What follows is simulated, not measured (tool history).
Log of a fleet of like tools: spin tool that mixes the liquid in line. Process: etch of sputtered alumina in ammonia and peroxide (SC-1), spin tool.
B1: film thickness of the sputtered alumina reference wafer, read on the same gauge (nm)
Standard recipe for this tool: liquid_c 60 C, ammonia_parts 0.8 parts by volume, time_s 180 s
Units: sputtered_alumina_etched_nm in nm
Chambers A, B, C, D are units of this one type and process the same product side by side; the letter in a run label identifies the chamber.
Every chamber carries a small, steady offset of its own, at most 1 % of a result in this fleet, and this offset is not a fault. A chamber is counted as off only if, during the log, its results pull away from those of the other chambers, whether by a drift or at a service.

At hour 1.5: chamber D: thermometer replaced.
Run 1B, hour 2.8: usual settings; B1 60.036. Result: sputtered_alumina_etched_nm 14.174 nm.
Run 2A, hour 7: usual settings; B1 59.998. Result: sputtered_alumina_etched_nm 14.201 nm.
Run 3D, hour 11: usual settings; B1 60.02. Result: sputtered_alumina_etched_nm 14.285 nm.
Run 4C, hour 14.8: usual settings; B1 59.965. Result: sputtered_alumina_etched_nm 14.054 nm.
Run 5C, hour 17.9: usual settings; B1 59.948. Result: sputtered_alumina_etched_nm 13.947 nm.
Run 6D, hour 21: usual settings; B1 60.002. Result: sputtered_alumina_etched_nm 14.389 nm.
Run 7B, hour 25.2: usual settings; B1 59.996. Result: sputtered_alumina_etched_nm 14.331 nm.
Run 8A, hour 27.4: usual settings; B1 59.935. Result: sputtered_alumina_etched_nm 14.37 nm.
Run 9D, hour 31.3: usual settings but liquid_c 63.5 C, ammonia_parts 0.95 parts by volume; B1 59.979. Result: sputtered_alumina_etched_nm 17.256 nm.
Run 10C, hour 34.6: usual settings but liquid_c 63.5 C, ammonia_parts 0.95 parts by volume; B1 59.994. Result: sputtered_alumina_etched_nm 17.126 nm.
Run 11B, hour 36.5: usual settings but liquid_c 63.5 C, ammonia_parts 0.95 parts by volume; B1 59.993. Result: sputtered_alumina_etched_nm 17.106 nm.
Run 12A, hour 39.5: usual settings but liquid_c 63.5 C, ammonia_parts 0.95 parts by volume; B1 60.045. Result: sputtered_alumina_etched_nm 17.121 nm.
Run 13D, hour 42.2: usual settings; B1 60.015. Result: sputtered_alumina_etched_nm 14.29 nm.
Run 14A, hour 45.9: usual settings; B1 60.009. Result: sputtered_alumina_etched_nm 14.118 nm.
Run 15B, hour 47.8: usual settings; B1 60.018. Result: sputtered_alumina_etched_nm 14.272 nm.
At hour 50.6: chamber B: thermometer replaced.
Run 16C, hour 51.8: usual settings; B1 59.99. Result: sputtered_alumina_etched_nm 14.216 nm.
Run 17A, hour 55.4: usual settings; B1 59.972. Result: sputtered_alumina_etched_nm 14.235 nm.
Run 18D, hour 59.2: usual settings; B1 59.972. Result: sputtered_alumina_etched_nm 14.331 nm.
Run 19C, hour 61.6: usual settings; B1 60.004. Result: sputtered_alumina_etched_nm 14.352 nm.
Run 20B, hour 63.5: usual settings; B1 59.999. Result: sputtered_alumina_etched_nm 14.458 nm.
At hour 63.9: chamber B: heated supply line repaired.
Run 21B, hour 66.4: usual settings; B1 60.024. Result: sputtered_alumina_etched_nm 14.384 nm.
Run 22D, hour 69.4: usual settings; B1 60.027. Result: sputtered_alumina_etched_nm 14.322 nm.
Run 23A, hour 71.7: usual settings; B1 60.018. Result: sputtered_alumina_etched_nm 14.148 nm.
At hour 74.4: chamber B: ammonia flow meter replaced.
Run 24C, hour 75.8: usual settings; B1 59.983. Result: sputtered_alumina_etched_nm 14.168 nm.
Run 25C, hour 80.1: usual settings; B1 59.97. Result: sputtered_alumina_etched_nm 13.923 nm.
Run 26B, hour 83.3: usual settings; B1 59.993. Result: sputtered_alumina_etched_nm 14.363 nm.
Run 27D, hour 86: usual settings; B1 60.018. Result: sputtered_alumina_etched_nm 14.328 nm.
Run 28A, hour 87.9: usual settings; B1 59.954. Result: sputtered_alumina_etched_nm 14.344 nm.
Run 29D, hour 90.8: usual settings; B1 60.015. Result: sputtered_alumina_etched_nm 14.332 nm.
Run 30A, hour 93.5: usual settings; B1 59.964. Result: sputtered_alumina_etched_nm 14.315 nm.
Run 31B, hour 96.1: usual settings but time_s 220 s; B1 60.007. Result: sputtered_alumina_etched_nm 17.309 nm.
Run 32C, hour 100.4: usual settings but time_s 220 s; B1 60.026. Result: sputtered_alumina_etched_nm 17.187 nm.
Run 33A, hour 104.4: usual settings but time_s 220 s; B1 59.985. Result: sputtered_alumina_etched_nm 17.585 nm.
Run 34D, hour 108: usual settings but time_s 220 s; B1 60.003. Result: sputtered_alumina_etched_nm 17.432 nm.
Run 35B, hour 110.2: usual settings but liquid_c 64.5 C, ammonia_parts 0.55 parts by volume; B1 59.994. Result: sputtered_alumina_etched_nm 17.352 nm.
Run 36C, hour 113.8: usual settings but liquid_c 64.5 C, ammonia_parts 0.55 parts by volume; B1 59.962. Result: sputtered_alumina_etched_nm 17.02 nm.
Run 37B, hour 116.3: usual settings but liquid_c 64.5 C, ammonia_parts 0.55 parts by volume; B1 60.012. Result: sputtered_alumina_etched_nm 17.415 nm.
Run 38A, hour 120.5: usual settings but liquid_c 64.5 C, ammonia_parts 0.55 parts by volume; B1 60.003. Result: sputtered_alumina_etched_nm 16.921 nm.
Run 39D, hour 122.4: usual settings; B1 60.007. Result: sputtered_alumina_etched_nm 14.305 nm.
Run 40C, hour 125: usual settings; B1 60.038. Result: sputtered_alumina_etched_nm 14.152 nm.
Run 41C, hour 128.8: usual settings; B1 59.971. Result: sputtered_alumina_etched_nm 14.191 nm.
Run 42B, hour 132.3: usual settings but ammonia_parts 1.15 parts by volume; B1 59.973. Result: sputtered_alumina_etched_nm 14.763 nm.
At hour 132.7: chamber A: heated supply line repaired.
Run 43D, hour 134.3: usual settings but ammonia_parts 1.15 parts by volume; B1 59.94. Result: sputtered_alumina_etched_nm 14.741 nm.
Run 44A, hour 137.6: usual settings but ammonia_parts 1.15 parts by volume; B1 60.008. Result: sputtered_alumina_etched_nm 14.857 nm.

Next, every chamber runs the same settings. What will each give?
Run 45A, hour 140.7: usual settings. Result: sputtered_alumina_etched_nm ?.
Run 45B, hour 140.7: usual settings. Result: sputtered_alumina_etched_nm ?.
Run 45C, hour 140.7: usual settings. Result: sputtered_alumina_etched_nm ?.
Run 45D, hour 140.7: usual settings. Result: sputtered_alumina_etched_nm ?.

run  sputtered_alumina_etched_nm
45A                       14.285
45B                       14.247
45C                       14.047
45D                       14.117
